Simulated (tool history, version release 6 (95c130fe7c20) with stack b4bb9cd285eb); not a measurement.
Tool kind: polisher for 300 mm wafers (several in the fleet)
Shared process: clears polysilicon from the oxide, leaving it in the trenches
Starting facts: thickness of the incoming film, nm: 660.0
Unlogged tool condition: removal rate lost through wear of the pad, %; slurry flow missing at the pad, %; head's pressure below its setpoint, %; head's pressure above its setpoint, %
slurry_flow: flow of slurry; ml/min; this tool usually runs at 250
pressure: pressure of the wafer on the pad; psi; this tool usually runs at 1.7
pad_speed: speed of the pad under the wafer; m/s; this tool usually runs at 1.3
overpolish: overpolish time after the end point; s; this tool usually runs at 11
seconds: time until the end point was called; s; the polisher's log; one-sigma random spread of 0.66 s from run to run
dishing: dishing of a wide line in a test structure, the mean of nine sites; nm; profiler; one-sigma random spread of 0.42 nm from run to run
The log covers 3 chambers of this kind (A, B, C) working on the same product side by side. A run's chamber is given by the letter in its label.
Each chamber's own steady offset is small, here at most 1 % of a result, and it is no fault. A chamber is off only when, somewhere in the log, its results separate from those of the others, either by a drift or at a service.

run	hour	slurry_flow	pressure	pad_speed	overpolish	wafers polished on this pad	hours since the slurry nozzle was cleaned	hours since the head pressure was calibrated	seconds	dishing
1B	2.7	250	1.7	1.3	11	1231	324.7	413.7	71.137	36.311
2A	5.4	250	1.7	1.3	11	444	519.6	586.3	72.764	36.424
# hour 6.6: chamber B: worn pad replaced by a new one
3C	10.6	250	1.7	1.3	11	421	251.2	173.5	71.549	36.045
4B	13.8	250	1.7	1.3	11	41	335.8	424.8	70.234	36.832
5A	17.2	250	1.7	1.3	11	512	531.4	598.1	71.649	36.323
6C	21.2	250	1.7	1.3	11	482	261.8	184.1	72.289	36.161
# hour 21.5: chamber A: slurry nozzle cleaned
7C	24.1	250	1.7	1.3	11	499	264.7	187	72.032	36.15
8B	27.7	250	1.7	1.3	11	120	349.7	438.7	72.813	36.008
9A	32.5	190	1.7	1.1	11	599	11	613.4	88.525	34.752
10A	35.2	190	1.7	1.1	11	615	13.7	616.1	88.13	35.682
11C	38.2	190	1.7	1.1	11	579	278.8	201.1	88.026	34.388
12B	42.3	165	1.7	1.74	11	204	364.3	453.3	55.769	37.722
13B	46	165	1.7	1.74	11	225	368	457	57.451	38.584
14C	49.4	165	1.7	1.74	11	644	290	212.3	56.992	38.2
15A	54	250	1.7	1.3	11	722	32.5	634.9	71.578	36.354
16C	57.7	250	1.7	1.3	11	691	298.3	220.6	72.315	37.075
# hour 58: chamber C: slurry nozzle cleaned
17A	62	250	1.7	1.3	11	768	40.5	642.9	71.265	36.446
18B	65	250	1.7	1.3	11	334	387	476	71.772	35.611
19B	67.4	250	1.7	1.3	11	348	389.4	478.4	72.079	36.255
20C	69.7	250	1.7	1.3	11	760	11.8	232.6	71.836	36.753
21A	74.1	250	1.7	1.3	11	837	52.6	655	71.865	37.8
22A	79.1	250	1.7	1.3	11	866	57.6	660	71.99	36.744
23C	83.6	185	1.7	1.7	11	839	25.7	246.5	56.076	37.963
24B	88.1	185	1.7	1.7	11	466	410.1	499.1	57.153	38.027
25A	92.7	185	1.7	1.7	11	944	71.2	673.6	57.34	37.966

Predict what each chamber gives when all 3 of them run the settings below next.
26A	96.4	250	1.7	1.3	11				?	?
26B	96.4	250	1.7	1.3	11				?	?
26C	96.4	250	1.7	1.3	11				?	?

run	seconds	dishing
26A	71.619	36.889
26B	72.605	37.053
26C	71.368	36.486

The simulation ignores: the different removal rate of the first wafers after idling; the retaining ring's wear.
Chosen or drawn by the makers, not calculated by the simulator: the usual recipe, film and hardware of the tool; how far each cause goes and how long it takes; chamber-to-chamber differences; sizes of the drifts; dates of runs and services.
